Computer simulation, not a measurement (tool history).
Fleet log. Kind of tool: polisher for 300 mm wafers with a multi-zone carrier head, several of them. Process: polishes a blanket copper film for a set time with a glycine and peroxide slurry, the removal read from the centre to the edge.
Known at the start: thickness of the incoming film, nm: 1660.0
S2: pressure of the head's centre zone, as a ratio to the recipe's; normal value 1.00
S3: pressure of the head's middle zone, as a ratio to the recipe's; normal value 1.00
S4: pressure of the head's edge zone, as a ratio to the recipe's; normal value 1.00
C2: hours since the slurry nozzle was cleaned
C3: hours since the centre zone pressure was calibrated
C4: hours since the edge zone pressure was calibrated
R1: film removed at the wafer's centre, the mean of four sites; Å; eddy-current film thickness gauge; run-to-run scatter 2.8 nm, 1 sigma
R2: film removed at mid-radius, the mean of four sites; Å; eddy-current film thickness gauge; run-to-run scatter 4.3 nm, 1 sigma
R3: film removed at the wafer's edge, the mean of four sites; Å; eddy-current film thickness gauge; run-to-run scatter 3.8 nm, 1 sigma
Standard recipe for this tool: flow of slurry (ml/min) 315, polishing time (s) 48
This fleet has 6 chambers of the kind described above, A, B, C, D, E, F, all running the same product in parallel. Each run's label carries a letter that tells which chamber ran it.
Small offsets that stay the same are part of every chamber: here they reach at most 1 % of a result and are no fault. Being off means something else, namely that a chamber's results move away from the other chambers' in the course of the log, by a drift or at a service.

run 1E day=0.500 | flow_of_slurry_(ml/min)=315 S2=1.00 S3=1.00 S4=1.00 polishing_time_(s)=48 | wafers_polished_on_this_pad=940 C2=613.1 C3=911.6 C4=217.3 | R1=3139.4 R2=3061.4 R3=3135.1
-- day=0.867 chamber E: worn pad replaced by a new one
-- day=0.904 chamber D: edge zone pressure recalibrated
run 2C day=0.954 | flow_of_slurry_(ml/min)=315 S2=1.00 S3=1.00 S4=1.00 polishing_time_(s)=48 | wafers_polished_on_this_pad=478 C2=115.7 C3=892.0 C4=343.5 | R1=3104.3 R2=3128.3 R3=3130.5
run 3D day=1.288 | flow_of_slurry_(ml/min)=315 S2=1.00 S3=1.00 S4=1.00 polishing_time_(s)=48 | wafers_polished_on_this_pad=698 C2=181.7 C3=798.5 C4=9.3 | R1=3086.6 R2=3093.3 R3=3107.3
run 4B day=1.754 | flow_of_slurry_(ml/min)=315 S2=1.00 S3=1.00 S4=1.00 polishing_time_(s)=48 | wafers_polished_on_this_pad=915 C2=703.6 C3=251.0 C4=957.9 | R1=3055.6 R2=3134.2 R3=3139.4
run 5A day=2.196 | flow_of_slurry_(ml/min)=315 S2=1.00 S3=1.00 S4=1.00 polishing_time_(s)=48 | wafers_polished_on_this_pad=598 C2=409.3 C3=1401.0 C4=1286.9 | R1=3092.9 R2=3194.8 R3=3142.7
-- day=2.412 chamber D: slurry nozzle cleaned
-- day=2.671 chamber E: slurry nozzle cleaned
run 6F day=2.779 | flow_of_slurry_(ml/min)=315 S2=1.00 S3=1.00 S4=1.00 polishing_time_(s)=48 | wafers_polished_on_this_pad=1266 C2=415.0 C3=79.5 C4=403.9 | R1=3128.0 R2=3124.8 R3=3040.9
-- day=2.950 chamber D: worn pad replaced by a new one
-- day=3.042 chamber A: centre zone pressure recalibrated
-- day=3.050 chamber A: worn pad replaced by a new one
run 7D day=3.142 | flow_of_slurry_(ml/min)=315 S2=1.00 S3=1.00 S4=1.00 polishing_time_(s)=48 | wafers_polished_on_this_pad=51 C2=17.5 C3=843.0 C4=53.8 | R1=3079.0 R2=3071.6 R3=3091.0
-- day=3.246 chamber F: slurry nozzle cleaned
-- day=3.254 chamber F: worn pad replaced by a new one
-- day=3.504 chamber C: worn pad replaced by a new one
run 8C day=3.646 | flow_of_slurry_(ml/min)=315 S2=1.00 S3=1.00 S4=1.00 polishing_time_(s)=48 | wafers_polished_on_this_pad=37 C2=180.3 C3=956.6 C4=408.1 | R1=3081.2 R2=3138.6 R3=3132.2
-- day=3.854 chamber E: worn pad replaced by a new one
run 9F day=4.058 | flow_of_slurry_(ml/min)=370 S2=1.00 S3=1.00 S4=1.00 polishing_time_(s)=62 | wafers_polished_on_this_pad=212 C2=19.5 C3=110.2 C4=434.6 | R1=4101.2 R2=4132.5 R3=4059.4
run 10A day=4.554 | flow_of_slurry_(ml/min)=370 S2=1.00 S3=1.00 S4=1.00 polishing_time_(s)=62 | wafers_polished_on_this_pad=396 C2=465.9 C3=36.3 C4=1343.5 | R1=4057.8 R2=4107.7 R3=4012.6
run 11B day=4.971 | flow_of_slurry_(ml/min)=370 S2=1.00 S3=1.00 S4=1.00 polishing_time_(s)=62 | wafers_polished_on_this_pad=1762 C2=780.8 C3=328.2 C4=1035.1 | R1=4129.1 R2=4109.1 R3=4102.4
-- day=5.104 chamber B: slurry nozzle cleaned
run 12E day=5.483 | flow_of_slurry_(ml/min)=370 S2=1.00 S3=1.00 S4=1.00 polishing_time_(s)=62 | wafers_polished_on_this_pad=430 C2=67.5 C3=1031.2 C4=336.9 | R1=4134.1 R2=4017.5 R3=4099.4
run 13A day=5.988 | flow_of_slurry_(ml/min)=370 S2=1.00 S3=1.00 S4=1.00 polishing_time_(s)=62 | wafers_polished_on_this_pad=774 C2=500.3 C3=70.7 C4=1377.9 | R1=4083.6 R2=4041.6 R3=4189.2
run 14E day=6.296 | flow_of_slurry_(ml/min)=370 S2=1.00 S3=1.00 S4=1.00 polishing_time_(s)=62 | wafers_polished_on_this_pad=644 C2=87.0 C3=1050.7 C4=356.4 | R1=4068.0 R2=4104.1 R3=4047.9
-- day=6.658 chamber D: worn pad replaced by a new one
run 15D day=6.742 | flow_of_slurry_(ml/min)=315 S2=1.00 S3=1.00 S4=1.00 polishing_time_(s)=48 | wafers_polished_on_this_pad=22 C2=103.9 C3=929.4 C4=140.2 | R1=3061.4 R2=3106.2 R3=3121.4
-- day=7.008 chamber A: worn pad replaced by a new one
run 16B day=7.138 | flow_of_slurry_(ml/min)=315 S2=1.00 S3=1.00 S4=1.00 polishing_time_(s)=48 | wafers_polished_on_this_pad=2333 C2=48.8 C3=380.2 C4=1087.1 | R1=3052.4 R2=3190.2 R3=3080.7
run 17F day=7.492 | flow_of_slurry_(ml/min)=315 S2=1.00 S3=1.00 S4=1.00 polishing_time_(s)=48 | wafers_polished_on_this_pad=1117 C2=101.9 C3=192.6 C4=517.0 | R1=3117.1 R2=3072.4 R3=3163.5
-- day=7.612 chamber E: worn pad replaced by a new one
-- day=7.625 chamber F: edge zone pressure recalibrated
run 18C day=7.996 | flow_of_slurry_(ml/min)=315 S2=1.00 S3=1.00 S4=1.00 polishing_time_(s)=48 | wafers_polished_on_this_pad=1184 C2=284.7 C3=1061.0 C4=512.5 | R1=3095.1 R2=3127.0 R3=3059.0
-- day=8.196 chamber C: worn pad replaced by a new one
run 19D day=8.412 | flow_of_slurry_(ml/min)=315 S2=1.00 S3=1.00 S4=1.00 polishing_time_(s)=48 | wafers_polished_on_this_pad=462 C2=144.0 C3=969.5 C4=180.3 | R1=3134.6 R2=3016.2 R3=3020.6
-- day=8.567 chamber F: worn pad replaced by a new one
run 20B day=8.696 | flow_of_slurry_(ml/min)=315 S2=1.00 S3=1.00 S4=1.00 polishing_time_(s)=48 | wafers_polished_on_this_pad=2744 C2=86.2 C3=417.6 C4=1124.5 | R1=3057.6 R2=3065.9 R3=3104.7
run 21E day=9.079 | flow_of_slurry_(ml/min)=315 S2=1.00 S3=1.00 S4=1.00 polishing_time_(s)=48 | wafers_polished_on_this_pad=387 C2=153.8 C3=1117.5 C4=423.2 | R1=3082.8 R2=3080.5 R3=3107.3
run 22F day=9.679 | flow_of_slurry_(ml/min)=315 S2=1.00 S3=1.00 S4=0.96 polishing_time_(s)=48 | wafers_polished_on_this_pad=293 C2=154.4 C3=245.1 C4=49.4 | R1=3130.0 R2=3049.0 R3=3032.8
run 23A day=10.067 | flow_of_slurry_(ml/min)=315 S2=1.00 S3=1.00 S4=0.96 polishing_time_(s)=48 | wafers_polished_on_this_pad=805 C2=598.2 C3=168.6 C4=1475.8 | R1=3088.4 R2=3174.1 R3=3069.3
-- day=10.417 chamber D: worn pad replaced by a new one
-- day=10.612 chamber A: slurry nozzle cleaned
run 24C day=10.650 | flow_of_slurry_(ml/min)=315 S2=1.00 S3=1.00 S4=0.96 polishing_time_(s)=48 | wafers_polished_on_this_pad=647 C2=348.4 C3=1124.7 C4=576.2 | R1=3119.7 R2=3147.4 R3=3012.7
-- day=10.821 chamber A: worn pad replaced by a new one
run 25D day=10.942 | flow_of_slurry_(ml/min)=315 S2=1.00 S3=1.00 S4=0.96 polishing_time_(s)=48 | wafers_polished_on_this_pad=138 C2=204.7 C3=1030.2 C4=241.0 | R1=3113.1 R2=3165.8 R3=2999.9
-- day=11.017 chamber A: edge zone pressure recalibrated
run 26F day=11.275 | flow_of_slurry_(ml/min)=315 S2=1.00 S3=1.00 S4=0.96 polishing_time_(s)=48 | wafers_polished_on_this_pad=713 C2=192.7 C3=283.4 C4=87.7 | R1=3081.4 R2=3148.2 R3=2957.1
-- day=11.308 chamber E: worn pad replaced by a new one
run 27E day=11.908 | flow_of_slurry_(ml/min)=315 S2=1.00 S3=1.00 S4=0.96 polishing_time_(s)=48 | wafers_polished_on_this_pad=159 C2=221.7 C3=1185.4 C4=491.1 | R1=3164.0 R2=3082.6 R3=3004.7
-- day=11.996 chamber D: slurry nozzle cleaned
run 28A day=12.246 | flow_of_slurry_(ml/min)=315 S2=1.00 S3=1.00 S4=1.00 polishing_time_(s)=48 | wafers_polished_on_this_pad=375 C2=39.3 C3=220.9 C4=29.6 | R1=3126.4 R2=3214.3 R3=3128.4
-- day=12.471 chamber C: worn pad replaced by a new one
run 29C day=12.725 | flow_of_slurry_(ml/min)=315 S2=1.00 S3=1.00 S4=1.00 polishing_time_(s)=48 | wafers_polished_on_this_pad=67 C2=398.2 C3=1174.5 C4=626.0 | R1=3128.4 R2=3155.8 R3=3112.8
run 30B day=13.042 | flow_of_slurry_(ml/min)=315 S2=1.09 S3=1.00 S4=1.00 polishing_time_(s)=48 | wafers_polished_on_this_pad=3889 C2=190.5 C3=521.9 C4=1228.8 | R1=3287.3 R2=3057.3 R3=2998.2
-- day=13.212 chamber D: edge zone pressure recalibrated
run 31B day=13.396 | flow_of_slurry_(ml/min)=315 S2=1.09 S3=1.00 S4=1.00 polishing_time_(s)=48 | wafers_polished_on_this_pad=3982 C2=199.0 C3=530.4 C4=1237.3 | R1=3284.8 R2=3019.1 R3=2995.4
-- day=13.425 chamber C: centre zone pressure recalibrated
run 32E day=13.704 | flow_of_slurry_(ml/min)=315 S2=1.09 S3=1.00 S4=1.00 polishing_time_(s)=48 | wafers_polished_on_this_pad=632 C2=264.8 C3=1228.5 C4=534.2 | R1=3440.6 R2=3007.3 R3=3097.2
-- day=13.838 chamber D: worn pad replaced by a new one
-- day=14.025 chamber F: worn pad replaced by a new one
run 33C day=14.046 | flow_of_slurry_(ml/min)=315 S2=1.09 S3=1.00 S4=1.00 polishing_time_(s)=48 | wafers_polished_on_this_pad=415 C2=429.9 C3=14.9 C4=657.7 | R1=3438.1 R2=3073.3 R3=3097.2
run 34D day=14.425 | flow_of_slurry_(ml/min)=315 S2=1.09 S3=1.00 S4=1.00 polishing_time_(s)=48 | wafers_polished_on_this_pad=155 C2=58.4 C3=1113.8 C4=29.2 | R1=3421.8 R2=3157.6 R3=3085.6
run 35A day=14.904 | flow_of_slurry_(ml/min)=315 S2=1.09 S3=1.00 S4=1.00 polishing_time_(s)=48 | wafers_polished_on_this_pad=1076 C2=103.1 C3=284.7 C4=93.4 | R1=3429.3 R2=3138.7 R3=3123.0
-- day=15.146 chamber E: worn pad replaced by a new one
run 36F day=15.442 | flow_of_slurry_(ml/min)=385 S2=1.00 S3=0.95 S4=1.00 polishing_time_(s)=48 | wafers_polished_on_this_pad=373 C2=292.7 C3=383.4 C4=187.7 | R1=3160.2 R2=2933.9 R3=3149.8
run 37B day=16.038 | flow_of_slurry_(ml/min)=385 S2=1.00 S3=0.95 S4=1.00 polishing_time_(s)=48 | wafers_polished_on_this_pad=4678 C2=262.4 C3=593.8 C4=1300.7 | R1=2990.4 R2=2883.2 R3=2970.5
run 38E day=16.404 | flow_of_slurry_(ml/min)=385 S2=1.00 S3=0.95 S4=1.00 polishing_time_(s)=48 | wafers_polished_on_this_pad=331 C2=329.6 C3=1293.3 C4=599.0 | R1=3149.3 R2=3013.0 R3=3103.5
run 39C day=16.771 | flow_of_slurry_(ml/min)=385 S2=1.00 S3=0.95 S4=1.00 polishing_time_(s)=48 | wafers_polished_on_this_pad=1133 C2=495.3 C3=80.3 C4=723.1 | R1=3161.5 R2=3027.3 R3=3135.5
run 40F day=17.250 | flow_of_slurry_(ml/min)=385 S2=1.00 S3=0.95 S4=1.00 polishing_time_(s)=48 | wafers_polished_on_this_pad=850 C2=336.1 C3=426.8 C4=231.1 | R1=3181.1 R2=3028.6 R3=3178.3

Next, all 6 chambers run the settings below, one line each with question marks for the results. What does each chamber give?
run 41A day=17.708 | flow_of_slurry_(ml/min)=315 S2=1.00 S3=1.00 S4=1.00 polishing_time_(s)=48 | R1=? R2=? R3=?
run 41B day=17.708 | flow_of_slurry_(ml/min)=315 S2=1.00 S3=1.00 S4=1.00 polishing_time_(s)=48 | R1=? R2=? R3=?
run 41C day=17.708 | flow_of_slurry_(ml/min)=315 S2=1.00 S3=1.00 S4=1.00 polishing_time_(s)=48 | R1=? R2=? R3=?
run 41D day=17.708 | flow_of_slurry_(ml/min)=315 S2=1.00 S3=1.00 S4=1.00 polishing_time_(s)=48 | R1=? R2=? R3=?
run 41E day=17.708 | flow_of_slurry_(ml/min)=315 S2=1.00 S3=1.00 S4=1.00 polishing_time_(s)=48 | R1=? R2=? R3=?
run 41F day=17.708 | flow_of_slurry_(ml/min)=315 S2=1.00 S3=1.00 S4=1.00 polishing_time_(s)=48 | R1=? R2=? R3=?

run=41A R1=3135.0 R2=3149.7 R3=3072.8
run=41B R1=2906.0 R2=3026.6 R3=2874.2
run=41C R1=3137.7 R2=3098.7 R3=3137.2
run=41D R1=3077.6 R2=3163.7 R3=3064.0
run=41E R1=3139.6 R2=3126.2 R3=3114.3
run=41F R1=3069.7 R2=3102.3 R3=3095.6
